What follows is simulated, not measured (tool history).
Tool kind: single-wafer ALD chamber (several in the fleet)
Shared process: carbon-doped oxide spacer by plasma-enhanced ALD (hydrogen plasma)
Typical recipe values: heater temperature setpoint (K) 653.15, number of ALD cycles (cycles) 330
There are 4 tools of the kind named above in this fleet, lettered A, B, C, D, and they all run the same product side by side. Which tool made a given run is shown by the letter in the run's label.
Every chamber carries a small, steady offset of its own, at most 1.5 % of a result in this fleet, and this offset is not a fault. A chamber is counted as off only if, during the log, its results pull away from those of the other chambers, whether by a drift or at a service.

run   hour  heater temperature setpoint (K)  number of ALD cycles (cycles)  read-back reference wafer on the same gauge, thickness_nm  mean film thickness on the monitor wafer (Å)
 1C    6.8                           653.15                            330                                                     13.199                                        165.68
 2D   18.6                           653.15                            330                                                     13.209                                        166.79
 3A   24.3                           653.15                            330                                                     13.201                                        165.51
 4B   36.2                           653.15                            330                                                       13.2                                        166.39
 5B   43.7                           653.15                            330                                                     13.194                                        165.53
 6A   51.5                           661.15                            330                                                     13.198                                        165.74
 7D   61.8                           661.15                            330                                                     13.198                                        166.79
 8C   71.4                           661.15                            330                                                     13.205                                        165.91
 9D   77.8                           661.15                            330                                                     13.196                                        166.21
10A     87                           653.15                            330                                                     13.195                                        165.29
11B   97.4                           653.15                            330                                                     13.198                                        166.43
12C  106.8                           653.15                            330                                                     13.205                                        165.52
13D  113.6                           653.15                            330                                                     13.193                                        166.83
14A  121.6                           653.15                            295                                                     13.191                                         148.1
15B  131.6                           653.15                            295                                                     13.199                                        148.82
16C  137.8                           653.15                            295                                                     13.206                                        148.09
17D  143.3                           653.15                            295                                                     13.196                                        149.18
18C  150.4                           653.15                            330                                                     13.205                                        165.74
19B  161.2                           653.15                            330                                                     13.202                                        166.48
20A  169.7                           653.15                            330                                                     13.199                                        165.85
21A  180.9                           653.15                            330                                                     13.205                                        165.54
22D  189.1                           653.15                            330                                                     13.209                                        166.62
23B  196.7                           653.15                            330                                                     13.194                                        166.32
24C  202.5                           653.15                            330                                                     13.192                                        165.06
25A  210.9                           653.15                            330                                                     13.205                                        165.86

The same settings go to every chamber for the next run, one line per chamber below. Forecast the results for each:
26A  219.4                           653.15                            330                                                                                                        ?
26B  219.4                           653.15                            330                                                                                                        ?
26C  219.4                           653.15                            330                                                                                                        ?
26D  219.4                           653.15                            330                                                                                                        ?

run  mean film thickness on the monitor wafer (Å)
26A                                        165.92
26B                                        165.99
26C                                        166.27
26D                                        166.24
